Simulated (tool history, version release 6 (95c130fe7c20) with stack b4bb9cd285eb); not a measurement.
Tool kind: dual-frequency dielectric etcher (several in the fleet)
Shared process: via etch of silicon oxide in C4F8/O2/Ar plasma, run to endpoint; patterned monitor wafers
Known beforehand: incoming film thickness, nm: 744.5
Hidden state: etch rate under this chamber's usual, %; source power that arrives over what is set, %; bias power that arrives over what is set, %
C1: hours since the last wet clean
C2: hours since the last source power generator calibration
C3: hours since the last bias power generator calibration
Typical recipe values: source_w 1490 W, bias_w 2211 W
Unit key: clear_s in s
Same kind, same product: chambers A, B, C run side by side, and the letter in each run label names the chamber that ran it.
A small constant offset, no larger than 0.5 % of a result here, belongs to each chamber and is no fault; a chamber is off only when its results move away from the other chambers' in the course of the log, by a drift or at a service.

run 1C hour=8 | source_w=1490 bias_w=2211 | C1=362.8 C2=423.8 C3=3026.5 | clear_s=158.52
run 2B hour=15.7 | source_w=1490 bias_w=2211 | C1=607.7 C2=561.2 C3=2006.6 | clear_s=160.74
run 3A hour=22.1 | source_w=1490 bias_w=2211 | C1=413.5 C2=2106.6 C3=1342.3 | clear_s=159.48
run 4B hour=34 | source_w=1490 bias_w=2211 | C1=626 C2=579.5 C3=2024.9 | clear_s=160.44
run 5C hour=41.1 | source_w=1490 bias_w=2211 | C1=395.9 C2=456.9 C3=3059.6 | clear_s=160.71
run 6A hour=50.1 | source_w=1490 bias_w=2211 | C1=441.5 C2=2134.6 C3=1370.3 | clear_s=159.72
run 7A hour=60.3 | source_w=1490 bias_w=2211 | C1=451.7 C2=2144.8 C3=1380.5 | clear_s=160.62
run 8C hour=67 | source_w=1490 bias_w=2211 | C1=421.8 C2=482.8 C3=3085.5 | clear_s=160.21
run 9B hour=78.7 | source_w=1280 bias_w=1926 | C1=670.7 C2=624.2 C3=2069.6 | clear_s=179.76
-- hour=78.9 chamber B: wet clean of the chamber
run 10B hour=84.5 | source_w=1280 bias_w=1926 | C1=5.7 C2=630 C3=2075.4 | clear_s=177.28
run 11C hour=94.9 | source_w=1280 bias_w=1926 | C1=449.7 C2=510.7 C3=3113.4 | clear_s=175.42
run 12A hour=104 | source_w=1490 bias_w=2616 | C1=495.4 C2=2188.5 C3=1424.2 | clear_s=152.16
run 13B hour=110 | source_w=1490 bias_w=2616 | C1=31.2 C2=655.5 C3=2100.9 | clear_s=153.47
run 14A hour=115.4 | source_w=1490 bias_w=2616 | C1=506.8 C2=2199.9 C3=1435.6 | clear_s=153.14
run 15C hour=123 | source_w=1490 bias_w=2211 | C1=477.8 C2=538.8 C3=3141.5 | clear_s=159.47
run 16C hour=130.2 | source_w=1490 bias_w=2211 | C1=485 C2=546 C3=3148.7 | clear_s=159.21
run 17B hour=136.9 | source_w=1490 bias_w=2211 | C1=58.1 C2=682.4 C3=2127.8 | clear_s=160.18
run 18A hour=144.4 | source_w=1630 bias_w=1971 | C1=535.8 C2=2228.9 C3=1464.6 | clear_s=161.89
run 19C hour=152.2 | source_w=1630 bias_w=1971 | C1=507 C2=568 C3=3170.7 | clear_s=158.9
run 20A hour=157.6 | source_w=1630 bias_w=1971 | C1=549 C2=2242.1 C3=1477.8 | clear_s=162.38
run 21B hour=166.8 | source_w=1490 bias_w=2211 | C1=88 C2=712.3 C3=2157.7 | clear_s=161.49
run 22A hour=174 | source_w=1490 bias_w=2211 | C1=565.4 C2=2258.5 C3=1494.2 | clear_s=163.96
run 23B hour=184.1 | source_w=1490 bias_w=2211 | C1=105.3 C2=729.6 C3=2175 | clear_s=161.13
run 24C hour=189.4 | source_w=1490 bias_w=2211 | C1=544.2 C2=605.2 C3=3207.9 | clear_s=159.35
run 25B hour=197.9 | source_w=1690 bias_w=2211 | C1=119.1 C2=743.4 C3=2188.8 | clear_s=152.8
run 26A hour=207.9 | source_w=1690 bias_w=2211 | C1=599.3 C2=2292.4 C3=1528.1 | clear_s=156.56
run 27C hour=214.9 | source_w=1690 bias_w=2211 | C1=569.7 C2=630.7 C3=3233.4 | clear_s=150.88
run 28B hour=226.5 | source_w=1490 bias_w=2211 | C1=147.7 C2=772 C3=2217.4 | clear_s=161.27
run 29A hour=232 | source_w=1490 bias_w=2211 | C1=623.4 C2=2316.5 C3=1552.2 | clear_s=165.32
run 30C hour=242 | source_w=1490 bias_w=2211 | C1=596.8 C2=657.8 C3=3260.5 | clear_s=159.42
run 31C hour=252.9 | source_w=1490 bias_w=2211 | C1=607.7 C2=668.7 C3=3271.4 | clear_s=159.01
-- hour=255 chamber B: bias power generator calibrated
-- hour=259.1 chamber C: wet clean of the chamber
run 32B hour=259.1 | source_w=1490 bias_w=2211 | C1=180.3 C2=804.6 C3=4.1 | clear_s=162.15
run 33A hour=266.3 | source_w=1490 bias_w=2211 | C1=657.7 C2=2350.8 C3=1586.5 | clear_s=165.19
run 34A hour=278.7 | source_w=1490 bias_w=1733 | C1=670.1 C2=2363.2 C3=1598.9 | clear_s=177.79
run 35B hour=290.1 | source_w=1490 bias_w=1733 | C1=211.3 C2=835.6 C3=35.1 | clear_s=172.28
run 36C hour=299.7 | source_w=1490 bias_w=1733 | C1=40.7 C2=715.5 C3=3318.2 | clear_s=171.54
run 37A hour=312 | source_w=1490 bias_w=2211 | C1=703.4 C2=2396.5 C3=1632.2 | clear_s=167.15
run 38C hour=323.3 | source_w=1490 bias_w=2211 | C1=64.3 C2=739.1 C3=3341.8 | clear_s=159.5

Is one chamber out of step, is the gauge drifting, or do the chambers differ by no more than their own small offsets? For an off chamber, give its letter and the likeliest cause.

Chamber A drifts away from the others.
What lies behind it: etch rate under this chamber's usual, % = 4.97.

Below are 4 candidate recipes for chamber A's next run, each the usual settings with a change, their results shown as question marks. Which of them brings A's results back in line with what the other chambers give on the usual settings?
In-line tolerance around the mean of the other chambers on the usual settings: clear_s 2.5 s
run 39A-1 hour=332.1 | source_w=1370 bias_w=2081 | clear_s=?
run 39A-2 hour=332.1 | source_w=1880 bias_w=2211 | clear_s=?
run 39A-3 hour=332.1 | source_w=1610 bias_w=2341 | clear_s=?
run 39A-4 hour=332.1 | source_w=1270 bias_w=1960 | clear_s=?

Average result of the remaining chambers running the usual settings: clear_s 160.27 s
run=39A-1 clear_s=177.35
run=39A-2 clear_s=153.49
run=39A-3 clear_s=160.56
run=39A-4 clear_s=186.06
39A-3 is the one that brings the chamber's results back in line with the other chambers.
